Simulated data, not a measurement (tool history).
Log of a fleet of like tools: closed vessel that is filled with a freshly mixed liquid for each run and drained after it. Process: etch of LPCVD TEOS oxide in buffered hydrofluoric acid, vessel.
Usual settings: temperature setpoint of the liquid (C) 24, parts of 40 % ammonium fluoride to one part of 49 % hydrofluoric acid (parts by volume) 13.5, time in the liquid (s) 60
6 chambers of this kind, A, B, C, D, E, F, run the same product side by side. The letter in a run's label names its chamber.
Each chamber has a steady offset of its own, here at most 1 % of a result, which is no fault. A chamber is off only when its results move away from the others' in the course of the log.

run	hour	temperature setpoint of the liquid (C)	parts of 40 % ammonium fluoride to one part of 49 % hydrofluoric acid (parts by volume)	time in the liquid (s)	hours since the thermometer was replaced	hours since the hydrofluoric acid flow meter was replaced	read-back film thickness of the LPCVD TEOS oxide reference wafer, read on the same gauge (nm)	thickness taken off the LPCVD TEOS oxide on a monitor wafer (Å)
1E	6.2	24	13.5	60	316.9	415	60.002	2119.3
2C	13	24	13.5	60	1255.6	1816.5	60.003	2153.2
3F	19.5	24	13.5	60	156.2	1225.2	59.986	2104.1
4B	29.1	24	13.5	60	41.9	334.9	59.994	2142.2
5D	36.4	24	13.5	50	678.5	403.6	59.996	1763.5
6A	48.1	24	13.5	50	688.8	1194.5	60.021	1786.3
7F	56	24	13.5	50	192.7	1261.7	59.98	1771.7
8B	65	24	13.5	50	77.8	370.8	60	1771.8
9E	75	24	13.5	50	385.7	483.8	59.997	1784.6
# hour 80.8: chamber D: hydrofluoric acid flow meter replaced
10C	80.9	24	13.5	50	1323.5	1884.4	60.005	1773.4
11D	88.4	24	13.5	60	730.5	7.7	60.01	2111.1
12A	97.7	24	13.5	60	738.4	1244.1	59.991	2142.1
# hour 98.5: chamber C: hydrofluoric acid flow meter replaced
13C	103	26.5	13.5	60	1345.6	4.5	60.015	2434.9
14F	113.6	26.5	13.5	60	250.3	1319.3	60.003	2414.7
15B	119.4	26.5	13.5	60	132.2	425.2	59.993	2464.6
16D	129.3	26.5	13.5	60	771.4	48.6	59.994	2455.7
17A	138.3	26.5	13.5	60	779	1284.7	60	2368.9
18E	143.6	26.5	13.5	60	454.3	552.4	59.988	2384.3
19E	152.8	24	13.5	60	463.5	561.6	60.006	2060
20A	164.1	24	13.5	60	804.8	1310.5	59.997	2100.6
21D	171.7	24	13.5	60	813.8	91	59.995	2115.3
22F	178.2	24	13.5	60	314.9	1383.9	59.986	2104.9
23C	186	24	13.5	60	1428.6	87.5	60.013	2131.1
24B	196	24	13.5	60	208.8	501.8	59.996	2109.3
25A	203.7	24	13.5	60	844.4	1350.1	60.011	2125.9
26D	215.2	24	13.5	35	857.3	134.5	60.003	1218.9
27C	220.8	24	13.5	35	1463.4	122.3	60.012	1234.7
28F	229	24	13.5	35	365.7	1434.7	60.001	1227.8
29B	236.7	24	13.5	35	249.5	542.5	60.012	1236
30E	247.2	24	13.5	35	557.9	656	59.984	1139.4
31E	254.4	24	13.5	35	565.1	663.2	59.98	1140.6
32D	263.4	24	13.5	60	905.5	182.7	59.985	2089.5
33F	271.5	24	13.5	60	408.2	1477.2	60.009	2138.2
34C	278.7	24	13.5	60	1521.3	180.2	59.994	2113.8
35B	286	24	13.5	60	298.8	591.8	60.005	2102
36A	296.7	24	13.5	60	937.4	1443.1	60.007	2086
37F	302.3	24	16	45	439	1508	60.009	1332
38A	311.6	24	16	45	952.3	1458	59.992	1326.1
39E	323.1	24	16	45	633.8	731.9	59.991	1185.3

Next, every chamber runs the same settings. What will each give?
40A	331.8	24	13.5	60				?
40B	331.8	24	13.5	60				?
40C	331.8	24	13.5	60				?
40D	331.8	24	13.5	60				?
40E	331.8	24	13.5	60				?
40F	331.8	24	13.5	60				?

run	thickness taken off the LPCVD TEOS oxide on a monitor wafer (Å)
40A	2167.9
40B	2093.9
40C	2103.3
40D	2107.4
40E	1866.1
40F	2095.4

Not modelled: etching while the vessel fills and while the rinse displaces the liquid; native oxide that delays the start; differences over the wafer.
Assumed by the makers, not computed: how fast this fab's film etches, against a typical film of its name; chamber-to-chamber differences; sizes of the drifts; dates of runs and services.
